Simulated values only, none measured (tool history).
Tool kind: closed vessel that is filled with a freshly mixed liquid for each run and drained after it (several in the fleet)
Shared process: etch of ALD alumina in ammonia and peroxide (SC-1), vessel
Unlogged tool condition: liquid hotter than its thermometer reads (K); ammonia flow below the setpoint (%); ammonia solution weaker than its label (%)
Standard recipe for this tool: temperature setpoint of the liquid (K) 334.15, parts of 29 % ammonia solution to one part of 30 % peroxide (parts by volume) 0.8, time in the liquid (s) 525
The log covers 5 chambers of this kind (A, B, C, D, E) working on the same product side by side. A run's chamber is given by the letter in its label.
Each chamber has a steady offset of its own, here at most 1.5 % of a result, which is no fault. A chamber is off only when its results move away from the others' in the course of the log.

run,hour,temperature setpoint of the liquid (K),parts of 29 % ammonia solution to one part of 30 % peroxide (parts by volume),time in the liquid (s),hours since the thermometer was replaced,hours since the ammonia flow meter was replaced,hours since the drum of ammonia solution was connected,"read-back film thickness of the ALD alumina reference wafer, read on the same gauge (nm)",thickness taken off the ALD alumina on a monitor wafer (angstrom)
1E,13.1,334.15,0.8,525,975,544.9,378.3,99.992,399.91
2A,19.9,334.15,0.8,525,703.7,752.5,190.3,100.04,401.04
# hour 28.8: chamber E: new drum of ammonia solution connected
3C,31.9,334.15,0.8,525,177.5,696.7,914,100.04,396.17
4B,39,334.15,0.8,525,162.6,257.2,563.3,100.01,398.7
# hour 42.5: chamber D: new drum of ammonia solution connected
5D,51.2,334.15,0.8,525,1342.7,211.5,8.7,99.984,398.71
6C,61.3,334.15,0.8,525,206.9,726.1,943.4,100.02,395.89
7A,74.4,334.15,0.8,525,758.2,807,244.8,99.997,405.06
# hour 75.3: chamber C: new drum of ammonia solution connected
8E,81.9,334.15,0.8,525,1043.8,613.7,53.2,100.03,400.26
9D,92.4,334.15,0.8,525,1383.9,252.7,49.9,99.964,401.09
10B,101.8,339.15,0.8,785,225.4,320,626.1,100,769.26
11C,111.1,339.15,0.8,785,256.7,775.9,35.8,99.993,766.68
12E,117.2,339.15,0.8,785,1079.1,649,88.5,99.98,761.51
# hour 124.3: chamber E: thermometer replaced
13D,124.5,339.15,0.8,785,1416,284.8,82,99.996,764.71
14A,132.4,339.15,0.8,785,816.2,865,302.8,100.02,787.84
# hour 142: chamber A: new drum of ammonia solution connected
15B,143.8,334.15,0.8,525,267.4,362,668.1,100.02,401.01
# hour 147.3: chamber E: ammonia flow meter replaced
16A,154.2,334.15,0.8,525,838,886.8,12.2,99.977,409.78
17E,166.4,334.15,0.8,525,42.2,19.1,137.7,100.06,400.34
18C,178.7,334.15,0.8,525,324.3,843.5,103.4,99.998,395.21
19D,186.2,334.15,1,525,1477.7,346.5,143.7,99.981,406.55
20B,196.8,334.15,1,525,320.4,415,721.1,99.957,406.05
21E,203.4,334.15,1,525,79.2,56.1,174.7,99.983,409.77
22D,212.8,334.15,1,525,1504.3,373.1,170.3,99.987,410.46
23C,222.4,334.15,1,525,368,887.2,147.1,100.01,405.16
24A,228.6,334.15,0.8,525,912.4,961.2,86.6,100.02,415.72
25B,235.8,334.15,0.8,525,359.4,454,760.1,100.03,404.51
26C,247.3,334.15,0.8,525,392.9,912.1,172,100,395.48
27D,259.5,334.15,0.8,525,1551,419.8,217,99.991,403.88
28A,265.8,334.15,0.8,525,949.6,998.4,123.8,100.01,420.44
29E,275,334.15,0.8,525,150.8,127.7,246.3,99.983,398.37
30B,284.9,334.15,0.8,525,408.5,503.1,809.2,100.02,402.06
31E,294.8,334.15,0.8,525,170.6,147.5,266.1,100.02,400.38

Each of the 5 chambers runs these same settings next. Fill in every chamber's results:
32A,304.4,334.15,1.1,525,,,,,?
32B,304.4,334.15,1.1,525,,,,,?
32C,304.4,334.15,1.1,525,,,,,?
32D,304.4,334.15,1.1,525,,,,,?
32E,304.4,334.15,1.1,525,,,,,?

run,thickness taken off the ALD alumina on a monitor wafer (angstrom)
32A,435.01
32B,412.49
32C,410.42
32D,411.91
32E,411.05
